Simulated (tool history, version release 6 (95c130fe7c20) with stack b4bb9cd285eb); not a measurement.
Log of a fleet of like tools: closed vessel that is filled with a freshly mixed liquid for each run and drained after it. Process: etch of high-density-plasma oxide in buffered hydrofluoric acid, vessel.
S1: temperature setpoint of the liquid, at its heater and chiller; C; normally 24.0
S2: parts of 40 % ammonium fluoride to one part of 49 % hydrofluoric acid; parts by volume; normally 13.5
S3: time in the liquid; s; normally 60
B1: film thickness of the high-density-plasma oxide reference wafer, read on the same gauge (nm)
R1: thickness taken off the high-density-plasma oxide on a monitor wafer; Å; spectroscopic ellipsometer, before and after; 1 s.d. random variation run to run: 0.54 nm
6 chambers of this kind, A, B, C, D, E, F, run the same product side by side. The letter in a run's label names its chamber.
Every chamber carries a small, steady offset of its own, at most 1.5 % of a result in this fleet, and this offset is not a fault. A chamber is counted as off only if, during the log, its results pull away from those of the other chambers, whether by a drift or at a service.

Run 1F, hour 8.3: usual settings; B1 99.956. Result: R1 562.42 Å.
Run 2A, hour 18.9: usual settings; B1 100.010. Result: R1 556.77 Å.
Run 3D, hour 28.5: usual settings; B1 100.020. Result: R1 562.40 Å.
Run 4C, hour 37.7: usual settings; B1 100.020. Result: R1 552.62 Å.
Run 5E, hour 43.8: usual settings but S2 17.5 parts by volume; B1 100.030. Result: R1 437.10 Å.
Run 6B, hour 51.8: usual settings but S2 17.5 parts by volume; B1 100.020. Result: R1 426.34 Å.
Run 7D, hour 59.7: usual settings but S2 17.5 parts by volume; B1 99.986. Result: R1 434.65 Å.
At hour 61.3: chamber B: thermometer replaced.
Run 8E, hour 65.4: usual settings but S2 17.5 parts by volume; B1 99.991. Result: R1 429.14 Å.
Run 9B, hour 75.3: usual settings but S2 17.5 parts by volume; B1 99.982. Result: R1 427.94 Å.
Run 10A, hour 83.4: usual settings but S2 17.5 parts by volume; B1 100.040. Result: R1 433.41 Å.
Run 11C, hour 92.9: usual settings; B1 100.030. Result: R1 561.02 Å.
Run 12F, hour 99.2: usual settings; B1 100.020. Result: R1 551.40 Å.
Run 13E, hour 108.7: usual settings; B1 100.020. Result: R1 554.25 Å.
At hour 110.9: chamber D: hydrofluoric acid flow meter replaced.
Run 14A, hour 118.6: usual settings but S1 21.0 C, S3 80 s; B1 99.998. Result: R1 626.31 Å.
Run 15D, hour 129.8: usual settings but S1 21.0 C, S3 80 s; B1 100.000. Result: R1 639.38 Å.
At hour 131.0: chamber B: hydrofluoric acid flow meter replaced.
Run 16B, hour 136.3: usual settings but S1 21.0 C, S3 80 s; B1 99.988. Result: R1 635.93 Å.
Run 17C, hour 146.5: usual settings but S1 21.0 C, S3 80 s; B1 99.955. Result: R1 665.62 Å.
Run 18F, hour 153.6: usual settings but S1 21.0 C, S3 80 s; B1 100.010. Result: R1 639.29 Å.
Run 19D, hour 164.3: usual settings but S1 21.0 C, S3 80 s; B1 99.995. Result: R1 632.10 Å.
Run 20C, hour 171.6: usual settings; B1 100.030. Result: R1 585.13 Å.
Run 21E, hour 177.7: usual settings; B1 100.060. Result: R1 558.10 Å.
Run 22F, hour 183.6: usual settings; B1 100.060. Result: R1 569.87 Å.
Run 23A, hour 195.8: usual settings; B1 99.955. Result: R1 560.31 Å.
Run 24B, hour 205.3: usual settings; B1 100.030. Result: R1 553.58 Å.
Run 25E, hour 212.0: usual settings; B1 100.060. Result: R1 538.16 Å.
Run 26F, hour 221.4: usual settings but S2 9.0 parts by volume; B1 100.030. Result: R1 805.93 Å.
Run 27C, hour 228.0: usual settings but S2 9.0 parts by volume; B1 99.975. Result: R1 872.14 Å.
Run 28B, hour 235.6: usual settings but S2 9.0 parts by volume; B1 99.988. Result: R1 798.79 Å.
Run 29A, hour 241.4: usual settings but S2 9.0 parts by volume; B1 100.000. Result: R1 797.83 Å.
Run 30D, hour 249.3: usual settings but S2 9.0 parts by volume; B1 100.040. Result: R1 801.82 Å.
Run 31F, hour 259.9: usual settings but S2 9.0 parts by volume; B1 100.000. Result: R1 801.61 Å.
Run 32E, hour 271.1: usual settings; B1 100.030. Result: R1 558.37 Å.
Run 33C, hour 280.5: usual settings; B1 99.989. Result: R1 616.47 Å.
Run 34A, hour 289.4: usual settings; B1 100.030. Result: R1 558.48 Å.
Run 35B, hour 301.6: usual settings; B1 100.030. Result: R1 555.71 Å.
At hour 311.2: chamber E: hydrofluoric acid flow meter replaced.
Run 36D, hour 313.2: usual settings; B1 100.010. Result: R1 561.42 Å.
Run 37F, hour 324.4: usual settings but S2 18.5 parts by volume; B1 100.000. Result: R1 415.43 Å.
Run 38B, hour 336.4: usual settings but S2 18.5 parts by volume; B1 100.010. Result: R1 411.15 Å.
Run 39A, hour 348.9: usual settings but S2 18.5 parts by volume; B1 99.963. Result: R1 408.28 Å.
Run 40C, hour 358.5: usual settings but S2 18.5 parts by volume; B1 100.060. Result: R1 462.92 Å.
At hour 364.6: chamber E: thermometer replaced.
Run 41E, hour 367.8: usual settings but S2 18.5 parts by volume; B1 100.020. Result: R1 410.21 Å.

One chamber off, gauge drift, or nothing amiss beyond the chambers' own small offsets? If it is a chamber, which one, and what is the likeliest cause?

It is chamber C that slowly wanders off from its peers.
Most likely cause: liquid hotter than its thermometer reads (K) = 2.51.
From this log alone, it may not be told apart from: hydrofluoric acid flow above the setpoint (%).

Below are 4 candidate recipes for chamber C's next run, each the usual settings with a change, their results shown as question marks. Which of them brings C's results back in line with what the other chambers give on the usual settings?
In line here means within this much of the mean the other chambers give on the usual settings: R1 19.00 Å
Run 42C-1, hour 377.0: usual settings but S1 26.5 C. Result: R1 ?.
Run 42C-2, hour 377.0: usual settings but S2 15.5 parts by volume. Result: R1 ?.
Run 42C-3, hour 377.0: usual settings but S1 25.0 C, S2 12.5 parts by volume, S3 70 s. Result: R1 ?.
Run 42C-4, hour 377.0: usual settings but S1 19.0 C. Result: R1 ?.

The mean the other chambers reach with the usual settings: R1 558.59 Å
  run      R1
42C-1  729.81
42C-2  559.14
42C-3  848.21
42C-4  489.13
It is 42C-2 that realigns the chamber with its peers.
